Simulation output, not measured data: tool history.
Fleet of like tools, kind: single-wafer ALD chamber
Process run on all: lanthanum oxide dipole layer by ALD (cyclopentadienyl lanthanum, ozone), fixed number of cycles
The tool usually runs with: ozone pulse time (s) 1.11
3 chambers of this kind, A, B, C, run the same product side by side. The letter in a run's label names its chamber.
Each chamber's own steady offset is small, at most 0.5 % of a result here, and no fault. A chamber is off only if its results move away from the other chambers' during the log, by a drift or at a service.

run	hour	ozone pulse time (s)	read-back reference wafer on the same gauge, thickness_nm	mean film thickness on the monitor wafer (nm)
1C	12.9	1.11	0.44073	0.5152
2A	23.3	1.11	0.44122	0.51285
3B	30.9	1.11	0.44116	0.51886
4B	38.9	1.11	0.44088	0.5147
# hour 44: chamber C: ozone generator serviced
5C	52.6	1.11	0.44065	0.51265
6A	59.1	1.11	0.44052	0.51436
7C	73	1.11	0.44099	0.512
8A	86.1	0.8	0.44114	0.45858
9B	96.5	0.8	0.44099	0.46209
10A	103.5	0.8	0.44103	0.45991
11B	113.8	1.11	0.44085	0.51481
12C	124.2	1.11	0.44093	0.51477
13B	136.2	1.11	0.44135	0.51432
# hour 141.1: chamber A: ozone generator serviced
14A	148.5	1.11	0.4413	0.51608
15C	161.2	1.54	0.44077	0.54917
16A	171.7	1.54	0.44115	0.55499
17C	182.7	1.54	0.44096	0.54605
18B	194.2	1.11	0.44136	0.51708
19A	201.3	1.11	0.44112	0.51743
20B	212.9	1.11	0.44098	0.51462
21C	226.2	1.11	0.44107	0.51303
22B	234.6	1.11	0.44129	0.51773
23C	243.2	1.11	0.44074	0.51239
24A	257	1.11	0.44067	0.51852
25A	270.8	1.11	0.44087	0.51416
26C	279.5	1.11	0.44099	0.5139
27B	289.1	1.11	0.44073	0.51465
28C	295.1	1.11	0.44059	0.51504
29B	305.9	1.11	0.4413	0.51202
30A	313.1	1.11	0.44084	0.5166
31A	324.8	1.11	0.44165	0.51648
32C	338.7	1.11	0.4408	0.51451
33B	348.4	1.11	0.44093	0.51768
34B	357.5	1.11	0.44061	0.51365
35A	366.8	1.11	0.44089	0.51294

All chambers now run identical settings, listed one chamber a line with results as question marks. What results will each chamber show?
36A	376.7	1.34		?
36B	376.7	1.34		?
36C	376.7	1.34		?

run	mean film thickness on the monitor wafer (nm)
36A	0.53855
36B	0.54067
36C	0.53908
